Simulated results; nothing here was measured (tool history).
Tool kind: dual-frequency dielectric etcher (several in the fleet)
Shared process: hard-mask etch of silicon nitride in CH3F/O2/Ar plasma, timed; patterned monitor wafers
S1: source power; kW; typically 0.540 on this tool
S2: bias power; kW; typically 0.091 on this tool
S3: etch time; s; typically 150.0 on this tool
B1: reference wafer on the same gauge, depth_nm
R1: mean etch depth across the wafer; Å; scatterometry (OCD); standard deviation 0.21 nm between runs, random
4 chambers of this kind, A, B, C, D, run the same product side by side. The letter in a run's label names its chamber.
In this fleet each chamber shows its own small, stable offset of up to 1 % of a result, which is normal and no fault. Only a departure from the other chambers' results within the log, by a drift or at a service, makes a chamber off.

Run 1D, hour 9.8: usual settings; B1 112.00. Result: R1 1268.90 Å.
Run 2B, hour 17.7: usual settings; B1 112.10. Result: R1 1289.50 Å.
Run 3A, hour 23.1: usual settings; B1 112.06. Result: R1 1283.10 Å.
Run 4C, hour 33.6: usual settings; B1 112.06. Result: R1 1269.80 Å.
Run 5C, hour 40.4: usual settings; B1 112.06. Result: R1 1274.40 Å.
Run 6D, hour 49.3: usual settings; B1 112.09. Result: R1 1269.50 Å.
Run 7A, hour 56.6: usual settings; B1 112.13. Result: R1 1284.10 Å.
Run 8B, hour 67.5: usual settings but S3 134.5 s; B1 112.14. Result: R1 1153.70 Å.
Run 9A, hour 74.6: usual settings but S3 134.5 s; B1 112.19. Result: R1 1149.30 Å.
Run 10C, hour 83.4: usual settings but S3 134.5 s; B1 112.17. Result: R1 1138.20 Å.
Run 11D, hour 93.1: usual settings but S3 134.5 s; B1 112.18. Result: R1 1142.30 Å.
Run 12B, hour 102.4: usual settings; B1 112.24. Result: R1 1289.00 Å.
At hour 104.8: chamber B: wet clean of the chamber.
Run 13A, hour 108.1: usual settings; B1 112.21. Result: R1 1285.10 Å.
Run 14B, hour 118.0: usual settings but S1 0.470 kW, S2 0.110 kW; B1 112.23. Result: R1 1312.10 Å.
Run 15C, hour 126.7: usual settings but S1 0.470 kW, S2 0.110 kW; B1 112.24. Result: R1 1293.60 Å.
Run 16D, hour 132.8: usual settings but S1 0.470 kW, S2 0.110 kW; B1 112.21. Result: R1 1292.10 Å.
Run 17D, hour 143.3: usual settings but S1 0.470 kW, S2 0.110 kW; B1 112.28. Result: R1 1290.70 Å.
Run 18C, hour 150.3: usual settings; B1 112.29. Result: R1 1270.10 Å.
Run 19B, hour 160.3: usual settings; B1 112.30. Result: R1 1294.00 Å.
Run 20A, hour 172.0: usual settings; B1 112.32. Result: R1 1290.70 Å.
Run 21B, hour 177.8: usual settings; B1 112.36. Result: R1 1291.00 Å.
Run 22D, hour 185.6: usual settings; B1 112.31. Result: R1 1268.60 Å.
Run 23A, hour 197.0: usual settings; B1 112.43. Result: R1 1288.20 Å.
Run 24C, hour 204.2: usual settings; B1 112.39. Result: R1 1273.90 Å.
Run 25B, hour 213.2: usual settings; B1 112.41. Result: R1 1290.90 Å.
Run 26C, hour 220.4: usual settings; B1 112.41. Result: R1 1274.50 Å.
Run 27A, hour 227.7: usual settings; B1 112.49. Result: R1 1290.50 Å.
Run 28D, hour 234.4: usual settings; B1 112.47. Result: R1 1278.50 Å.
At hour 240.6: chamber D: wet clean of the chamber.
Run 29C, hour 245.4: usual settings; B1 112.50. Result: R1 1271.40 Å.
Run 30A, hour 256.6: usual settings; B1 112.53. Result: R1 1290.30 Å.
Run 31B, hour 267.9: usual settings; B1 112.53. Result: R1 1295.40 Å.
Run 32D, hour 274.5: usual settings; B1 112.58. Result: R1 1276.00 Å.
Run 33A, hour 286.2: usual settings; B1 112.53. Result: R1 1290.00 Å.
Run 34D, hour 297.8: usual settings; B1 112.59. Result: R1 1280.10 Å.
Run 35B, hour 304.0: usual settings; B1 112.58. Result: R1 1295.70 Å.
Run 36C, hour 312.4: usual settings; B1 112.65. Result: R1 1275.50 Å.
Run 37A, hour 318.8: usual settings; B1 112.64. Result: R1 1290.40 Å.
Run 38B, hour 330.9: usual settings but S2 0.073 kW, S3 109.5 s; B1 112.68. Result: R1 874.01 Å.
Run 39C, hour 338.0: usual settings but S2 0.073 kW, S3 109.5 s; B1 112.66. Result: R1 862.48 Å.
Run 40D, hour 349.8: usual settings but S2 0.073 kW, S3 109.5 s; B1 112.69. Result: R1 865.53 Å.
Run 41C, hour 356.2: usual settings but S2 0.073 kW, S3 109.5 s; B1 112.73. Result: R1 864.71 Å.
Run 42B, hour 366.7: usual settings but S2 0.106 kW; B1 112.77. Result: R1 1369.10 Å.

What goes on in this fleet: one chamber off, a drifting gauge, or nothing beyond the chambers' own small offsets? Name the chamber and the cause, if any.

The shared gauge is drifting. All chambers look as if they move in step, but none is off.
What lies behind it: gauge reads high (%) = 0.679.
